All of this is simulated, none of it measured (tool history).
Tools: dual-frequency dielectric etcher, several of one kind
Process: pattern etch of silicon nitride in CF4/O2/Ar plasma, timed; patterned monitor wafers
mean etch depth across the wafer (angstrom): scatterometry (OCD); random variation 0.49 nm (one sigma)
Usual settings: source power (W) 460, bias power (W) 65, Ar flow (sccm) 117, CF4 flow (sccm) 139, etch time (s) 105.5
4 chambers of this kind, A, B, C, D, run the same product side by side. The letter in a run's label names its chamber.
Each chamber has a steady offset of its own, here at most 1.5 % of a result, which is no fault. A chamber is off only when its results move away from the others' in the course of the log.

| run | hour | source power (W) | bias power (W) | Ar flow (sccm) | CF4 flow (sccm) | etch time (s) | hours since the last wet clean | hours since the last source power generator calibration | hours since the last bias power generator calibration | hours since the last Ar flow controller change | hours since the last CF4 flow controller change | read-back reference wafer on the same gauge, depth_nm | mean etch depth across the wafer (angstrom) |
|---|---|---|---|---|---|---|---|---|---|---|---|---|---|
| 1A | 7.1 | 460 | 65 | 117 | 139 | 105.5 | 263.7 | 3631.5 | 2173.4 | 973.2 | 1756.5 | 249.12 | 2127.9 |
| 2C | 14.9 | 460 | 65 | 117 | 139 | 105.5 | 269.5 | 2190.3 | 1596.3 | 3075.4 | 125.1 | 249.05 | 2091.7 |
| 3B | 18.3 | 460 | 65 | 117 | 139 | 105.5 | 195.9 | 491.4 | 746.0 | 579.4 | 369.6 | 249.11 | 2114.3 |
| 4D | 22.8 | 460 | 65 | 117 | 139 | 105.5 | 311.8 | 703.5 | 1528.8 | 2721.2 | 1513.8 | 249.04 | 2089.8 |
| 5B | 28.7 | 460 | 65 | 117 | 139 | 105.5 | 206.3 | 501.8 | 756.4 | 589.8 | 380.0 | 249.00 | 2111.9 |
| 6D | 36.4 | 460 | 65 | 117 | 139 | 105.5 | 325.4 | 717.1 | 1542.4 | 2734.8 | 1527.4 | 249.02 | 2084.1 |
| 7C | 40.6 | 460 | 65 | 117 | 139 | 105.5 | 295.2 | 2216.0 | 1622.0 | 3101.1 | 150.8 | 248.91 | 2100.4 |
| 8A | 44.1 | 460 | 65 | 117 | 139 | 105.5 | 300.7 | 3668.5 | 2210.4 | 1010.2 | 1793.5 | 248.99 | 2121.4 |
| 9C | 47.7 | 460 | 65 | 117 | 139 | 105.5 | 302.3 | 2223.1 | 1629.1 | 3108.2 | 157.9 | 248.88 | 2091.1 |
| 10D | 53.3 | 460 | 65 | 117 | 139 | 105.5 | 342.3 | 734.0 | 1559.3 | 2751.7 | 1544.3 | 248.80 | 2085.5 |
| 11B | 57.6 | 460 | 65 | 117 | 139 | 105.5 | 235.2 | 530.7 | 785.3 | 618.7 | 408.9 | 248.78 | 2132.6 |
| 12A | 62.8 | 460 | 65 | 117 | 139 | 105.5 | 319.4 | 3687.2 | 2229.1 | 1028.9 | 1812.2 | 248.89 | 2123.7 |
| 13A | 68.1 | 460 | 65 | 117 | 139 | 105.5 | 324.7 | 3692.5 | 2234.4 | 1034.2 | 1817.5 | 249.01 | 2122.9 |
| 14C | 74.8 | 460 | 65 | 117 | 139 | 105.5 | 329.4 | 2250.2 | 1656.2 | 3135.3 | 185.0 | 249.15 | 2088.7 |
| 15B | 78.7 | 460 | 65 | 117 | 139 | 105.5 | 256.3 | 551.8 | 806.4 | 639.8 | 430.0 | 248.87 | 2144.9 |
| 16D | 86.5 | 460 | 65 | 117 | 139 | 105.5 | 375.5 | 767.2 | 1592.5 | 2784.9 | 1577.5 | 248.96 | 2084.7 |
| 17C | 91.9 | 460 | 65 | 107 | 139 | 86.0 | 346.5 | 2267.3 | 1673.3 | 3152.4 | 202.1 | 248.92 | 1719.3 |
| 18D | 98.6 | 460 | 65 | 107 | 139 | 86.0 | 387.6 | 779.3 | 1604.6 | 2797.0 | 1589.6 | 249.04 | 1719.1 |
| 19B | 104.2 | 460 | 65 | 107 | 139 | 86.0 | 281.8 | 577.3 | 831.9 | 665.3 | 455.5 | 248.99 | 1767.2 |
| 20A | 111.5 | 460 | 65 | 107 | 139 | 86.0 | 368.1 | 3735.9 | 2277.8 | 1077.6 | 1860.9 | 249.01 | 1746.8 |
| 21C | 116.8 | 460 | 65 | 117 | 139 | 105.5 | 371.4 | 2292.2 | 1698.2 | 3177.3 | 227.0 | 249.02 | 2094.9 |
| 22B | 121.1 | 460 | 65 | 117 | 139 | 105.5 | 298.7 | 594.2 | 848.8 | 682.2 | 472.4 | 248.93 | 2166.3 |
| 23D | 128.4 | 460 | 65 | 117 | 139 | 105.5 | 417.4 | 809.1 | 1634.4 | 2826.8 | 1619.4 | 248.85 | 2084.2 |
| 24A | 132.3 | 460 | 65 | 117 | 139 | 105.5 | 388.9 | 3756.7 | 2298.6 | 1098.4 | 1881.7 | 249.01 | 2127.1 |
| 25A | 139.6 | 460 | 65 | 117 | 139 | 105.5 | 396.2 | 3764.0 | 2305.9 | 1105.7 | 1889.0 | 249.12 | 2124.1 |
| 26B | 146.5 | 460 | 65 | 117 | 139 | 78.0 | 324.1 | 619.6 | 874.2 | 707.6 | 497.8 | 249.08 | 1609.8 |
| 27D | 153.5 | 460 | 65 | 117 | 139 | 78.0 | 442.5 | 834.2 | 1659.5 | 2851.9 | 1644.5 | 248.99 | 1550.3 |

Next, every chamber runs the same settings. What will each give?
| 28A | 159.1 | 460 | 65 | 117 | 139 | 84.5 |  |  |  |  |  |  | ? |
| 28B | 159.1 | 460 | 65 | 117 | 139 | 84.5 |  |  |  |  |  |  | ? |
| 28C | 159.1 | 460 | 65 | 117 | 139 | 84.5 |  |  |  |  |  |  | ? |
| 28D | 159.1 | 460 | 65 | 117 | 139 | 84.5 |  |  |  |  |  |  | ? |

| run | mean etch depth across the wafer (angstrom) |
|---|---|
| 28A | 1703.2 |
| 28B | 1742.8 |
| 28C | 1673.8 |
| 28D | 1684.1 |

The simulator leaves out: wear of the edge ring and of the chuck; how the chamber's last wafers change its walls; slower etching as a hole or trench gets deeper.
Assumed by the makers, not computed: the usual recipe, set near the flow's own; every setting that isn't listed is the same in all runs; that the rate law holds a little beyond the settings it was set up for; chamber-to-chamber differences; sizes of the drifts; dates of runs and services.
